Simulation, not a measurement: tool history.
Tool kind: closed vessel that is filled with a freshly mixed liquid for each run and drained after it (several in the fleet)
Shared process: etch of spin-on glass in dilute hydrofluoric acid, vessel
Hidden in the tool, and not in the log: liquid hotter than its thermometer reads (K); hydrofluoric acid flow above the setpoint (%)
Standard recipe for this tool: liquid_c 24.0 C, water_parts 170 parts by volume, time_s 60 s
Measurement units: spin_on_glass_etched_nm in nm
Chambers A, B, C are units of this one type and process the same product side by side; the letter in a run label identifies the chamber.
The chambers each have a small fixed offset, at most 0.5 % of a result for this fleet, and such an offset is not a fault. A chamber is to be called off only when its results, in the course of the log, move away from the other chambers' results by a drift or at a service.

run   hour  liquid_c  water_parts  time_s  hours since the thermometer was replaced  hours since the hydrofluoric acid flow meter was replaced  read-back film thickness of the spin-on glass reference wafer, read on the same gauge (nm)  spin_on_glass_etched_nm
 1C    4.8      24.0          170      60                                     234.9                                                      137.1                                                                                      60.044                  13.8300
 2B    8.6      24.0          170      60                                     486.5                                                       93.1                                                                                      59.998                  13.5090
 3A   13.6      24.0          170      60                                    1006.9                                                       15.6                                                                                      59.980                  13.6910
 4C   21.4      24.0          170      60                                     251.5                                                      153.7                                                                                      60.023                  13.4160
 5A   27.3      24.0          170      60                                    1020.6                                                       29.3                                                                                      59.996                  13.6450
 6B   34.0      24.0          170      60                                     511.9                                                      118.5                                                                                      60.005                  13.7520
 7C   37.7      24.0          170      60                                     267.8                                                      170.0                                                                                      60.035                  13.8440
 8B   43.7      24.0          170      60                                     521.6                                                      128.2                                                                                      60.004                  13.7650
 9A   48.0      24.0          170      60                                    1041.3                                                       50.0                                                                                      59.993                  13.7220
10C   54.7      24.0          170      60                                     284.8                                                      187.0                                                                                      60.028                  13.8870
11B   62.3      24.0          170      60                                     540.2                                                      146.8                                                                                      60.000                  13.7630
12A   67.8      24.0          170      60                                    1061.1                                                       69.8                                                                                      60.018                  13.7340
13A   74.2      24.0          170      60                                    1067.5                                                       76.2                                                                                      59.995                  13.7370
14C   78.2      24.0          170      60                                     308.3                                                      210.5                                                                                      59.999                  13.6990
15B   84.9      24.0          170      60                                     562.8                                                      169.4                                                                                      59.992                  14.0550
16C   89.9      24.0          170      60                                     320.0                                                      222.2                                                                                      60.036                  13.5500
17A   95.5      24.0          170      60                                    1088.8                                                       97.5                                                                                      59.966                  13.8320
18B   99.6      24.0          170      60                                     577.5                                                      184.1                                                                                      59.994                  13.9280
19C  107.3      24.0          170      60                                     337.4                                                      239.6                                                                                      60.000                  13.7220
20B  112.1      21.5          225      60                                     590.0                                                      196.6                                                                                      59.995                   9.1647
21A  120.2      21.5          225      60                                    1113.5                                                      122.2                                                                                      60.037                   8.9987
22A  125.6      21.5          225      60                                    1118.9                                                      127.6                                                                                      60.034                   8.7347
23B  130.6      24.0          170      60                                     608.5                                                      215.1                                                                                      59.999                  14.0260
24C  137.8      24.0          170      60                                     367.9                                                      270.1                                                                                      60.011                  13.4420
25C  141.9      24.0          170      60                                     372.0                                                      274.2                                                                                      59.964                  13.6710
26A  147.9      24.0          170      60                                    1141.2                                                      149.9                                                                                      60.024                  13.5530
27B  152.4      24.0          170      60                                     630.3                                                      236.9                                                                                      59.964                  14.0530

Predict what each chamber gives when all 3 of them run the settings below next.
28A  158.4      24.0          170      45                                                                                                                                                                                                                         ?
28B  158.4      24.0          170      45                                                                                                                                                                                                                         ?
28C  158.4      24.0          170      45                                                                                                                                                                                                                         ?

run  spin_on_glass_etched_nm
28A                  10.2540
28B                  10.6730
28C                  10.2920
